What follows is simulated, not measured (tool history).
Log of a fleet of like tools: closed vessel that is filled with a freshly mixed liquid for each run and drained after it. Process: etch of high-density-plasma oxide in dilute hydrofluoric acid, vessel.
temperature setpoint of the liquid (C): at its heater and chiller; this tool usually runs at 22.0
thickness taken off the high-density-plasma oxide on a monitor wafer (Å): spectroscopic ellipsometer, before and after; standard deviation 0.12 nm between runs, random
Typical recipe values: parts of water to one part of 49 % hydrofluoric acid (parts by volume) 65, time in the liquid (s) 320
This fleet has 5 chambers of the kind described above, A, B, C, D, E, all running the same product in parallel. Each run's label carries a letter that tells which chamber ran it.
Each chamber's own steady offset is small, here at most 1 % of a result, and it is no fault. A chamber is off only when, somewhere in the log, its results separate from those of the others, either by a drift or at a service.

run   hour  temperature setpoint of the liquid (C)  parts of water to one part of 49 % hydrofluoric acid (parts by volume)  time in the liquid (s)  hours since the thermometer was replaced  hours since the hydrofluoric acid flow meter was replaced  read-back film thickness of the high-density-plasma oxide reference wafer, read on the same gauge (nm)  thickness taken off the high-density-plasma oxide on a monitor wafer (Å)
 1E    5.7                                    22.0                                                                      65                     320                                    1662.7                                                      117.1                                                                                                  140.01                                                                    260.99
 2B   13.3                                    22.0                                                                      65                     320                                    1518.1                                                     1217.4                                                                                                  140.00                                                                    260.28
 3A   19.2                                    22.0                                                                      65                     320                                    1402.0                                                      642.8                                                                                                  140.02                                                                    263.64
 4C   23.5                                    22.0                                                                      65                     320                                     517.4                                                      219.6                                                                                                  140.01                                                                    262.33
 5D   33.1                                    22.0                                                                      65                     320                                    1049.8                                                      430.3                                                                                                  139.99                                                                    261.82
 6E   40.6                                    22.0                                                                      65                     320                                    1697.6                                                      152.0                                                                                                  139.98                                                                    261.55
 7C   47.3                                    24.5                                                                      65                     260                                     541.2                                                      243.4                                                                                                  140.02                                                                    236.48
 8D   53.5                                    24.5                                                                      65                     260                                    1070.2                                                      450.7                                                                                                  140.00                                                                    237.21
 9A   58.0                                    24.5                                                                      65                     260                                    1440.8                                                      681.6                                                                                                  139.99                                                                    239.95
10B   67.3                                    24.5                                                                      65                     260                                    1572.1                                                     1271.4                                                                                                  139.99                                                                    234.77
11B   77.2                                    24.5                                                                      65                     260                                    1582.0                                                     1281.3                                                                                                  140.01                                                                    235.42
12D   86.2                                    22.0                                                                      65                     320                                    1102.9                                                      483.4                                                                                                  140.00                                                                    260.36
13C   94.0                                    22.0                                                                      65                     320                                     587.9                                                      290.1                                                                                                  139.99                                                                    260.87
14E  100.3                                    22.0                                                                      65                     320                                    1757.3                                                      211.7                                                                                                  139.99                                                                    263.04
15A  107.9                                    22.0                                                                      50                     320                                    1490.7                                                      731.5                                                                                                  140.00                                                                    351.85
16E  114.0                                    22.0                                                                      50                     320                                    1771.0                                                      225.4                                                                                                  140.00                                                                    346.16
17A  119.5                                    22.0                                                                      50                     320                                    1502.3                                                      743.1                                                                                                  140.00                                                                    351.85
18C  127.9                                    22.0                                                                      50                     320                                     621.8                                                      324.0                                                                                                  139.99                                                                    346.49
19B  132.9                                    22.0                                                                      50                     320                                    1637.7                                                     1337.0                                                                                                  140.02                                                                    342.88
20D  138.8                                    22.0                                                                      65                     320                                    1155.5                                                      536.0                                                                                                  139.99                                                                    262.37
21D  148.6                                    22.0                                                                      65                     320                                    1165.3                                                      545.8                                                                                                  140.00                                                                    261.11
22A  157.0                                    22.0                                                                      65                     320                                    1539.8                                                      780.6                                                                                                  139.98                                                                    265.04
23E  163.7                                    22.0                                                                      65                     320                                    1820.7                                                      275.1                                                                                                  139.99                                                                    260.35
24C  168.2                                    22.0                                                                      65                     320                                     662.1                                                      364.3                                                                                                  140.00                                                                    262.99
25B  178.1                                    22.0                                                                      65                     320                                    1682.9                                                     1382.2                                                                                                  140.02                                                                    255.92
26E  183.9                                    22.0                                                                      65                     320                                    1840.9                                                      295.3                                                                                                  139.97                                                                    257.81
27A  192.2                                    22.0                                                                      65                     320                                    1575.0                                                      815.8                                                                                                  140.01                                                                    265.92
28B  199.2                                    22.0                                                                      65                     320                                    1704.0                                                     1403.3                                                                                                  139.99                                                                    255.62
29C  207.7                                    22.0                                                                      65                     320                                     701.6                                                      403.8                                                                                                  140.02                                                                    261.14
30D  215.9                                    17.5                                                                      65                     170                                    1232.6                                                      613.1                                                                                                  140.01                                                                    115.09
31C  220.4                                    17.5                                                                      65                     170                                     714.3                                                      416.5                                                                                                  140.00                                                                    114.26
32B  229.2                                    17.5                                                                      65                     170                                    1734.0                                                     1433.3                                                                                                  139.99                                                                    111.96
33A  234.6                                    17.5                                                                      65                     170                                    1617.4                                                      858.2                                                                                                  140.00                                                                    116.83
34E  243.9                                    17.5                                                                      65                     170                                    1900.9                                                      355.3                                                                                                  140.00                                                                    115.02

What goes on in this fleet: one chamber off, a drifting gauge, or nothing beyond the chambers' own small offsets? Name the chamber and the cause, if any.

It is chamber B that slowly wanders off from its peers.
Most likely cause: hydrofluoric acid flow below the setpoint (%) = 3.04.
It could be hard to tell apart here from: liquid colder than its thermometer reads (K).

Which of the 4 candidates below, each the usual settings with something changed and its results left as question marks, puts chamber B back in line with what the other chambers give on the usual settings?
Maximum distance from the other chambers' mean on the usual settings for a result to count as in line: thickness taken off the high-density-plasma oxide on a monitor wafer (Å) 4.10
35B-1  251.1                                    22.0                                                                      65                     315                                                                                                                                                                                                                                                                                      ?
35B-2  251.1                                    22.0                                                                      65                     325                                                                                                                                                                                                                                                                                      ?
35B-3  251.1                                    21.0                                                                      65                     320                                                                                                                                                                                                                                                                                      ?
35B-4  251.1                                    23.0                                                                      65                     320                                                                                                                                                                                                                                                                                      ?

What the other chambers average on the usual settings: thickness taken off the high-density-plasma oxide on a monitor wafer (Å) 262.39
  run  thickness taken off the high-density-plasma oxide on a monitor wafer (Å)
35B-1                                                                    248.62
35B-2                                                                    256.51
35B-3                                                                    242.41
35B-4                                                                    263.05
With 35B-4, the chamber falls back in line with the rest.
